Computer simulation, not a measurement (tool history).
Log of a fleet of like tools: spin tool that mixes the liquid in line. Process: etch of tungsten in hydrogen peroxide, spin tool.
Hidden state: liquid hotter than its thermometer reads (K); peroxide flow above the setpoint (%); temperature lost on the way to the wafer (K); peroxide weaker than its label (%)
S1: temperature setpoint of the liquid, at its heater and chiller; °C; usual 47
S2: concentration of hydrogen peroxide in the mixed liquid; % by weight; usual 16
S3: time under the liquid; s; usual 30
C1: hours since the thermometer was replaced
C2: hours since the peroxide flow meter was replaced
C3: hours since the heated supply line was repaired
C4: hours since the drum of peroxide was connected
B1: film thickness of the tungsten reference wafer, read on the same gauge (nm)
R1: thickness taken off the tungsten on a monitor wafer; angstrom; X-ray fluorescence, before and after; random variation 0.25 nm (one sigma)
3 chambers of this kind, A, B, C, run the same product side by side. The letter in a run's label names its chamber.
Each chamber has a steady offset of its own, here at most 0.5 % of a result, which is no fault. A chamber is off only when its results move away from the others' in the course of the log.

run,hour,S1,S2,S3,C1,C2,C3,C4,B1,R1
1B,7.6,47,16,30,234,569,1457.6,40.3,129.96,289.2
2C,15.9,47,16,30,73.1,1089.5,123.1,362.5,130.01,289.9
3A,25.3,47,16,30,970.6,1092.1,1304.1,865.3,129.95,290.87
4A,32.7,47,16,30,978,1099.5,1311.5,872.7,129.97,288.53
5C,42.7,47,16,30,99.9,1116.3,149.9,389.3,129.99,286.65
6B,51.5,47,16,30,277.9,612.9,1501.5,84.2,130.03,287.22
# hour 59.1: chamber B: heated supply line repaired
7C,61.1,47,16,30,118.3,1134.7,168.3,407.7,130.05,285.77
8B,69.7,47,12,40,296.1,631.1,10.7,102.4,129.99,326.72
9A,75.3,47,12,40,1020.6,1142.1,1354.1,915.3,130.04,337.09
10B,80.9,47,12,40,307.3,642.3,21.9,113.6,129.99,332.06
11C,87.7,47,12.5,30,144.9,1161.3,194.9,434.3,130.02,257.7
12A,97.1,47,12.5,30,1042.4,1163.9,1375.9,937.1,130.02,254.25
13A,106.2,47,12.5,30,1051.5,1173,1385,946.2,129.96,260.06
14C,114.9,47,12,15,172.1,1188.5,222.1,461.5,130.02,125.54
15B,126.3,47,12,15,352.7,687.7,67.3,159,130.03,124.78
16C,132,47,12,15,189.2,1205.6,239.2,478.6,130.02,126.1
17B,138,47,16,30,364.4,699.4,79,170.7,130.01,287.41
# hour 141.7: chamber C: peroxide flow meter replaced
18A,146.9,47,16,30,1092.2,1213.7,1425.7,986.9,129.99,295.37
19A,157.7,47,16,30,1103,1224.5,1436.5,997.7,129.98,296.71
20C,165.1,47,16,30,222.3,23.5,272.3,511.7,130.01,287.49
21B,173.5,47,16,30,399.9,734.9,114.5,206.2,130.01,294.1
22B,178.4,47,16,30,404.8,739.8,119.4,211.1,130.01,288.79
# hour 182.3: chamber A: peroxide flow meter replaced
23C,186.9,47,16,30,244.1,45.3,294.1,533.5,129.98,285.69
24A,192.4,47,16,30,1137.7,10.2,1471.2,1032.4,129.98,300.93
25A,198.2,47,16,30,1143.5,16,1477,1038.2,130.02,303.38
# hour 204.6: chamber A: new drum of peroxide connected
26C,206.6,47,16,30,263.8,65,313.8,553.2,130,287.98
27B,212.2,47,16,30,438.6,773.6,153.2,244.9,129.96,290.52
28B,220.8,47,16,30,447.2,782.2,161.8,253.5,130.01,290.28
29A,231.5,47,16,30,1176.8,49.3,1510.3,27,130,304.18
30C,240.5,47,16,30,297.7,98.9,347.7,587.1,129.97,290.74
31B,251,47,16,30,477.4,812.4,192,283.7,130.01,294.32
32A,257.2,47,16,30,1202.5,75,1536,52.7,130,303.03
33C,264.2,47,16,30,321.4,122.6,371.4,610.8,129.98,285.05
34B,271.6,47,16,30,498,833,212.6,304.3,129.99,289.28
35A,281.7,47,16,30,1227,99.5,1560.5,77.2,129.99,305.98
36C,291.6,47,16,30,348.8,150,398.8,638.2,130.03,286.29
37B,299.4,47,16,30,525.8,860.8,240.4,332.1,130.01,293.12
38A,307.6,47,16,30,1252.9,125.4,1586.4,103.1,130.01,307.77
39C,313.4,47,16,30,370.6,171.8,420.6,660,130,287.59
40B,322.8,47,16,15,549.2,884.2,263.8,355.5,130.03,147.75
41A,328.8,47,16,15,1274.1,146.6,1607.6,124.3,129.98,154.18
42C,338,47,16,15,395.2,196.4,445.2,684.6,130,143.24
43C,343.3,38,13,30,400.5,201.7,450.5,689.9,129.99,148.04
44A,352.7,38,13,30,1298,170.5,1631.5,148.2,130.03,161

Next, every chamber runs the same settings. What will each give?
45A,360.9,47,16,30,,,,,,?
45B,360.9,47,16,30,,,,,,?
45C,360.9,47,16,30,,,,,,?

run,R1
45A,314.22
45B,291.07
45C,287.22
